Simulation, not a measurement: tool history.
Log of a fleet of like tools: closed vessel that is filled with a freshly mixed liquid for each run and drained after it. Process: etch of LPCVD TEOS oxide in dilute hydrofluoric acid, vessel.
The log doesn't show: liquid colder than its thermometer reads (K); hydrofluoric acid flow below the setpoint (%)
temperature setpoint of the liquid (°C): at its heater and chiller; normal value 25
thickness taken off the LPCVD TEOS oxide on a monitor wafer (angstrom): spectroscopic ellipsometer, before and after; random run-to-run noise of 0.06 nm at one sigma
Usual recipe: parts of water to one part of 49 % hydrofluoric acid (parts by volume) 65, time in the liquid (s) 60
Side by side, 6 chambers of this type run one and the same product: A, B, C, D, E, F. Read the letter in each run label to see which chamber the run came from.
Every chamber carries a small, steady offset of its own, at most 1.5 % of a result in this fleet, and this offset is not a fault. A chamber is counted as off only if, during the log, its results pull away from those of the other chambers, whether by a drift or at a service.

run,hour,temperature setpoint of the liquid (°C),parts of water to one part of 49 % hydrofluoric acid (parts by volume),time in the liquid (s),hours since the thermometer was replaced,hours since the hydrofluoric acid flow meter was replaced,"read-back film thickness of the LPCVD TEOS oxide reference wafer, read on the same gauge (nm)",thickness taken off the LPCVD TEOS oxide on a monitor wafer (angstrom)
1F,8.0,25,65,60,332.2,812.5,110.00,168.370
2D,17.8,25,65,60,1218.7,2208.0,109.98,169.460
3B,25.9,25,65,60,793.6,794.3,110.05,170.390
4E,33.6,25,65,60,1448.5,740.2,110.02,170.190
5C,40.9,25,65,60,1462.8,65.4,110.02,169.740
6A,49.9,25,65,60,249.3,1205.0,109.98,169.990
7C,55.7,25,65,60,1477.6,80.2,109.97,169.210
8E,67.0,25,65,60,1481.9,773.6,110.06,169.880
9B,75.7,25,65,60,843.4,844.1,109.95,171.530
10A,85.4,25,65,60,284.8,1240.5,109.99,170.380
11F,97.4,25,65,60,421.6,901.9,110.01,168.360
12D,106.1,25,65,60,1307.0,2296.3,109.96,169.630
13A,112.1,25,65,35,311.5,1267.2,110.01,98.835
14C,118.2,25,65,35,1540.1,142.7,109.95,98.827
# hour 130.1: chamber D: thermometer replaced
15E,130.3,25,65,35,1545.2,836.9,109.99,99.203
16B,136.1,25,65,35,903.8,904.5,109.98,99.009
17F,142.0,25,65,35,466.2,946.5,109.96,97.791
18D,147.6,25,65,35,17.5,2337.8,109.99,98.759
# hour 148.6: chamber D: hydrofluoric acid flow meter replaced
19C,156.4,25,65,60,1578.3,180.9,109.97,168.640
20D,168.7,25,65,60,38.6,20.2,109.97,169.510
21E,174.3,29,50,60,1589.2,880.9,109.99,263.670
22B,181.5,29,50,60,949.2,949.9,110.02,265.550
23A,191.4,29,50,60,390.8,1346.5,110.03,262.190
24F,200.8,29,50,60,525.0,1005.3,110.02,263.990
25C,207.3,29,50,60,1629.2,231.8,110.00,261.600
26A,217.5,29,50,60,416.9,1372.6,110.03,263.760
27E,225.2,25,65,60,1640.1,931.8,109.99,170.470
# hour 233.6: chamber C: thermometer replaced
28D,237.2,25,65,60,107.1,88.7,109.97,168.770
29F,242.6,25,50,85,566.8,1047.1,109.98,316.960
30B,249.0,25,50,85,1016.7,1017.4,110.02,321.610
31E,258.0,25,50,85,1672.9,964.6,109.99,316.090
32B,264.1,25,50,85,1031.8,1032.5,109.99,317.280
33C,271.9,25,50,85,38.4,296.4,110.00,318.290
34F,277.2,25,50,85,601.4,1081.7,109.99,316.310
35A,287.7,25,65,60,487.1,1442.8,110.06,169.640
36D,294.9,25,65,60,164.8,146.4,109.97,168.790
37F,300.5,25,35,60,624.7,1105.0,110.05,327.240

Is one chamber out of step, is the gauge drifting, or do the chambers differ by no more than their own small offsets? For an off chamber, give its letter and the likeliest cause.

Neither any chamber nor the gauge drifts; the chambers differ only by their own small, steady offsets.
